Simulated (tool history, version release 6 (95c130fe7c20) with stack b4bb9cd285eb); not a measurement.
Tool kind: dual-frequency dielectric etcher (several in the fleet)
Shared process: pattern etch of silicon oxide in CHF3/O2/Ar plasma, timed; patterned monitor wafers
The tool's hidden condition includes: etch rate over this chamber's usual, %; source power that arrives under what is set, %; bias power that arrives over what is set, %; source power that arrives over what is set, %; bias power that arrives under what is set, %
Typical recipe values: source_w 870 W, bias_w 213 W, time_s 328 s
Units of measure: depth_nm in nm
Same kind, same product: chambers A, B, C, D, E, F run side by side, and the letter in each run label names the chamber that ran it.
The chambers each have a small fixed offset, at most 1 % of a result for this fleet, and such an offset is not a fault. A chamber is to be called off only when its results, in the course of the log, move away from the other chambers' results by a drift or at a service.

run	hour	source_w	bias_w	time_s	hours since the last wet clean	hours since the last source power generator calibration	hours since the last bias power generator calibration	read-back reference wafer on the same gauge, depth_nm	depth_nm
1F	6.7	870	213	328	341.3	1477.3	1507.2	783.85	779.06
2D	16.1	870	213	328	309.8	1064.4	137.4	783.42	784.93
3E	27.5	870	213	328	370.8	4062	2216.4	784.02	794.23
4C	38.2	870	213	328	111.7	171.6	615.3	784.45	799.72
5A	45.9	870	213	328	441.5	207	1974.4	784.19	790.28
6B	51.6	870	213	328	213.7	824.6	3409.7	784.13	785.87
7A	62.3	870	213	328	457.9	223.4	1990.8	785.07	778.17
8C	68.4	870	213	328	141.9	201.8	645.5	783	790.26
9F	75.2	870	213	328	409.8	1545.8	1575.7	782.92	785.37
10E	80.7	870	213	328	424	4115.2	2269.6	782.87	796.36
11D	88.3	870	213	396	382	1136.6	209.6	783.71	955.56
# hour 94.4: chamber A: wet clean of the chamber
12B	97.9	870	213	396	260	870.9	3456	784.1	949.16
13A	103.4	870	213	396	9	264.5	2031.9	783.75	952.46
14B	110.4	870	213	396	272.5	883.4	3468.5	785	946.37
15F	120.5	870	213	396	455.1	1591.1	1621	783.82	944.86
16C	128.6	870	213	396	202.1	262	705.7	784.34	958.73
17E	134.6	870	213	328	477.9	4169.1	2323.5	783.8	790.85
18D	144.1	870	213	328	437.8	1192.4	265.4	783.53	790.43
# hour 144.3: chamber F: wet clean of the chamber
19B	153.8	870	213	328	315.9	926.8	3511.9	784.46	788.35
20E	163.3	870	213	328	506.6	4197.8	2352.2	784.2	789.56
# hour 167.3: chamber F: source power generator calibrated
21A	169.2	870	213	328	74.8	330.3	2097.7	784.53	786.78
22C	178.3	870	213	328	251.8	311.7	755.4	784.48	802.05
23D	187.6	870	213	328	481.3	1235.9	308.9	783.42	787.84
24F	198.8	870	213	328	54.5	31.6	1699.3	783.1	821.59
# hour 201.3: chamber E: wet clean of the chamber
25B	208.7	870	213	402	370.8	981.7	3566.8	784.22	959.01
26A	217.5	870	213	402	123.1	378.6	2146	784.63	959.01
# hour 219.6: chamber D: wet clean of the chamber
27F	225.5	870	213	402	81.2	58.3	1726	783.68	1003.9
28D	235.2	870	213	402	15.6	1283.5	356.5	783.57	969.83
29C	241	870	213	402	314.5	374.4	818.1	784.68	983.71
30E	249.4	870	213	402	48.2	4283.9	2438.3	783.99	971.88
31E	255.5	870	213	328	54.3	4290	2444.4	785.11	793.2
# hour 261.3: chamber B: bias power generator calibrated
32D	261.6	870	213	328	42	1309.9	382.9	783.36	783.54
33F	272.2	760	213	328	127.9	105	1772.7	783.19	777.16
34A	283.2	760	213	328	188.8	444.3	2211.7	784.66	746.7
35C	294.1	760	213	328	367.6	427.5	871.2	783.92	758.29
36B	305.6	760	213	328	467.7	1078.6	44.3	783.92	749.09
37B	311.2	760	213	328	473.3	1084.2	49.9	784.67	746.69
38F	319.2	760	213	328	174.9	152	1819.7	784.49	775.5
39C	328.5	970	213	375.5	402	461.9	905.6	784.33	951.71
40D	336.9	970	213	375.5	117.3	1385.2	458.2	783.32	939.75
41A	342.9	970	213	375.5	248.5	504	2271.4	784.24	938.83

What goes on in this fleet: one chamber off, a drifting gauge, or nothing beyond the chambers' own small offsets? Name the chamber and the cause, if any.

The work done on chamber F during a service left it standing apart from the others.
Cause: etch rate over this chamber's usual, % = 4.22.

Chamber F could run next with any of the 4 candidate recipes listed below; each alters the usual settings, and their results appear as question marks. Which one brings its results back in line with what the other chambers deliver on the usual settings?
In line here means within this much of the mean the other chambers give on the usual settings: depth_nm 13 nm
42F-1	351.9	770	193	328					?
42F-2	351.9	870	261	328					?
42F-3	351.9	870	213	316					?
42F-4	351.9	870	236	328					?

Average result of the remaining chambers running the usual settings: depth_nm 790.46 nm
run	depth_nm
42F-1	759.01
42F-2	880.92
42F-3	791.8
42F-4	850.86
42F-3 puts the chamber back in line with the other chambers.
